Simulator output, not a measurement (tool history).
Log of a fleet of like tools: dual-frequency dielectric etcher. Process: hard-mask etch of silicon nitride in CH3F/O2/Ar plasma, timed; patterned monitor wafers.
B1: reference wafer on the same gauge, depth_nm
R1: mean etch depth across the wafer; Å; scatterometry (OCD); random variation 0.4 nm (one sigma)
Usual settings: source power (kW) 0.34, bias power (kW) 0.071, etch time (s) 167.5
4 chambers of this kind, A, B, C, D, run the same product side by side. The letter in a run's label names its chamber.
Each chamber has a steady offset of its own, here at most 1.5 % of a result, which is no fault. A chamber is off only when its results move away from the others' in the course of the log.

Run 1C, day 0.192: usual settings; B1 91.05. Result: R1 1108.8 Å.
Run 2B, day 0.425: usual settings; B1 90.997. Result: R1 1088.9 Å.
Run 3A, day 0.642: usual settings; B1 90.94. Result: R1 1097.9 Å.
Run 4D, day 0.917: usual settings; B1 90.913. Result: R1 1096.4 Å.
Run 5B, day 1.171: usual settings but source power (kW) 0.39, etch time (s) 201.5; B1 91.098. Result: R1 1380.6 Å.
Run 6A, day 1.338: usual settings but source power (kW) 0.39, etch time (s) 201.5; B1 91.021. Result: R1 1392.5 Å.
Run 7C, day 1.604: usual settings but source power (kW) 0.39, etch time (s) 201.5; B1 91.013. Result: R1 1408.9 Å.
Run 8D, day 1.829: usual settings but source power (kW) 0.39, etch time (s) 201.5; B1 90.978. Result: R1 1378 Å.
Run 9C, day 2.129: usual settings; B1 91.047. Result: R1 1102 Å.
Run 10D, day 2.283: usual settings; B1 90.989. Result: R1 1083.9 Å.
Run 11B, day 2.567: usual settings; B1 90.994. Result: R1 1095.7 Å.
Run 12A, day 2.842: usual settings; B1 91.036. Result: R1 1100 Å.
Run 13B, day 3.025: usual settings; B1 91.116. Result: R1 1089.5 Å.
Run 14D, day 3.167: usual settings; B1 91.066. Result: R1 1092.6 Å.
Run 15C, day 3.483: usual settings; B1 91.011. Result: R1 1115.6 Å.
Run 16A, day 3.646: usual settings; B1 91.01. Result: R1 1091.5 Å.
Run 17A, day 3.925: usual settings; B1 90.912. Result: R1 1085.2 Å.
Run 18D, day 4.204: usual settings; B1 91.027. Result: R1 1084.1 Å.
At day 4.454: chamber D: wet clean of the chamber.
Run 19C, day 4.479: usual settings but etch time (s) 137.5; B1 91.025. Result: R1 909.01 Å.
Run 20B, day 4.733: usual settings but etch time (s) 137.5; B1 91.059. Result: R1 902.15 Å.
Run 21B, day 4.983: usual settings but etch time (s) 137.5; B1 90.989. Result: R1 896.36 Å.
Run 22D, day 5.258: usual settings but etch time (s) 137.5; B1 91.044. Result: R1 894.72 Å.
Run 23C, day 5.475: usual settings; B1 91.01. Result: R1 1104.9 Å.
Run 24A, day 5.688: usual settings; B1 91.095. Result: R1 1095.8 Å.
Run 25A, day 5.892: usual settings; B1 91.068. Result: R1 1097.2 Å.
Run 26B, day 6.154: usual settings; B1 91.007. Result: R1 1094.5 Å.
Run 27D, day 6.333: usual settings; B1 91.068. Result: R1 1096.4 Å.
Run 28C, day 6.475: usual settings; B1 90.968. Result: R1 1109 Å.
Run 29D, day 6.783: usual settings but source power (kW) 0.28; B1 90.998. Result: R1 1014.7 Å.
Run 30B, day 6.95: usual settings but source power (kW) 0.28; B1 90.972. Result: R1 1019.8 Å.
Run 31C, day 7.112: usual settings but source power (kW) 0.28; B1 91.011. Result: R1 1036.7 Å.
Run 32A, day 7.288: usual settings but source power (kW) 0.28; B1 90.993. Result: R1 1007.9 Å.

All 4 chambers run these settings next. Forecast each chamber's results:
Run 33A, day 7.517: usual settings. Result: R1 ?.
Run 33B, day 7.517: usual settings. Result: R1 ?.
Run 33C, day 7.517: usual settings. Result: R1 ?.
Run 33D, day 7.517: usual settings. Result: R1 ?.

run      R1
33A  1091.5
33B    1084
33C  1108.5
33D  1089.8
